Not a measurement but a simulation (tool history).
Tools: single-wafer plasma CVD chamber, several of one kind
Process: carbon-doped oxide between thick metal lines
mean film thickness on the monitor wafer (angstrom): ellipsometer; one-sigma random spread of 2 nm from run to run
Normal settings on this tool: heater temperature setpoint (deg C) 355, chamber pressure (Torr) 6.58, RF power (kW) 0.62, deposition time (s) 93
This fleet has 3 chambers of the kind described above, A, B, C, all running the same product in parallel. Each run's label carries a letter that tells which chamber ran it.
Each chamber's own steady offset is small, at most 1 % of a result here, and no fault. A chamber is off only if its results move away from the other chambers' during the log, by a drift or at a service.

run   hour  heater temperature setpoint (deg C)  chamber pressure (Torr)  RF power (kW)  deposition time (s)  read-back reference wafer on the same gauge, thickness_nm  mean film thickness on the monitor wafer (angstrom)
 1C    3.3                                  355                     6.58           0.62                   93                                                     480.87                                               5463.9
 2A    7.2                                  355                     6.58           0.62                   93                                                     480.75                                               5531.5
 3B   10.9                                  355                     6.58           0.62                   93                                                     480.83                                               5428.5
 4A   18.1                                  355                     6.58           0.62                   93                                                     481.03                                                 5512
 5B   23.6                                  355                     6.58           0.62                   93                                                     481.34                                               5457.2
 6C   27.9                                  355                     6.58           0.62                   93                                                     481.62                                               5430.8
 7C   32.5                                  355                     6.58           0.62                   93                                                        481                                               5435.8
 8B   39.4                                  355                     6.58           0.62                   93                                                     481.01                                               5415.2
 9A   43.2                                  355                     6.58           0.62                   93                                                     480.55                                               5506.8
10C   47.3                                  355                     6.58           0.62                   93                                                     480.85                                               5420.3
11A   51.5                                  355                     6.58           0.62                   93                                                     480.64                                               5527.9
12B   55.6                                  355                     6.58           0.62                   93                                                     480.64                                                 5446
13C   59.2                                  345                     5.01           0.62                   93                                                     480.91                                               5389.3
14A   65.5                                  345                     5.01           0.62                   93                                                     481.15                                               5448.4
15B   70.4                                  345                     5.01           0.62                   93                                                     480.94                                               5412.1
16C     77                                  355                     6.58           0.62                   93                                                     480.89                                               5423.3
17A   82.4                                  355                     6.58           0.62                   93                                                     480.72                                               5542.6
18B   89.8                                  355                     6.58           0.62                   93                                                     481.14                                               5457.1
19C   94.5                                  355                     6.58           0.62                   93                                                     481.42                                               5421.9
20B   98.1                                  355                     6.58           0.62                   93                                                     481.02                                               5459.2
21A  102.7                                  355                     6.58           0.62                   93                                                     481.64                                               5546.8
22C  109.1                                  355                     6.58           0.62                   93                                                     480.96                                               5412.2
23A  114.2                                  355                     7.17            0.5                   93                                                     480.71                                               4878.7
24B  121.6                                  355                     7.17            0.5                   93                                                     481.08                                               4811.4
25B  128.1                                  355                     7.17            0.5                   93                                                     480.81                                               4802.6
26C  131.5                                  355                     6.58           0.62                   93                                                     480.73                                               5456.6
27A  137.2                                  355                     6.58           0.62                   93                                                     481.12                                               5520.9
28A  143.7                                  355                     6.58           0.62                 81.1                                                     480.73                                               4805.5
29B    150                                  355                     6.58           0.62                 81.1                                                      481.1                                                 4749
30C  155.5                                  355                     6.58           0.62                 81.1                                                     480.84                                               4755.9
31B  159.3                                  355                     6.58           0.62                   93                                                      481.2                                               5446.3
32A  165.7                                  355                     6.58           0.62                   93                                                     481.02                                               5501.6
33C  173.2                                  355                     6.58           0.62                   93                                                     481.05                                                 5469
34A  180.7                                  355                     6.58           0.62                   93                                                     480.54                                                 5515
35B  188.4                                  355                     6.58           0.62                   93                                                     480.67                                               5462.3
36C  192.4                                  355                     6.58           0.62                   93                                                      481.1                                               5409.3
37A  198.5                                  355                     6.58           0.62                   93                                                     480.53                                               5516.4

Does one chamber stand apart from the rest, does the shared gauge drift, or is all well apart from small per-chamber offsets? Give the chamber and the most likely cause, where there is one.

The fleet is healthy, with each chamber sitting at its usual small offset and no drift in the gauge.
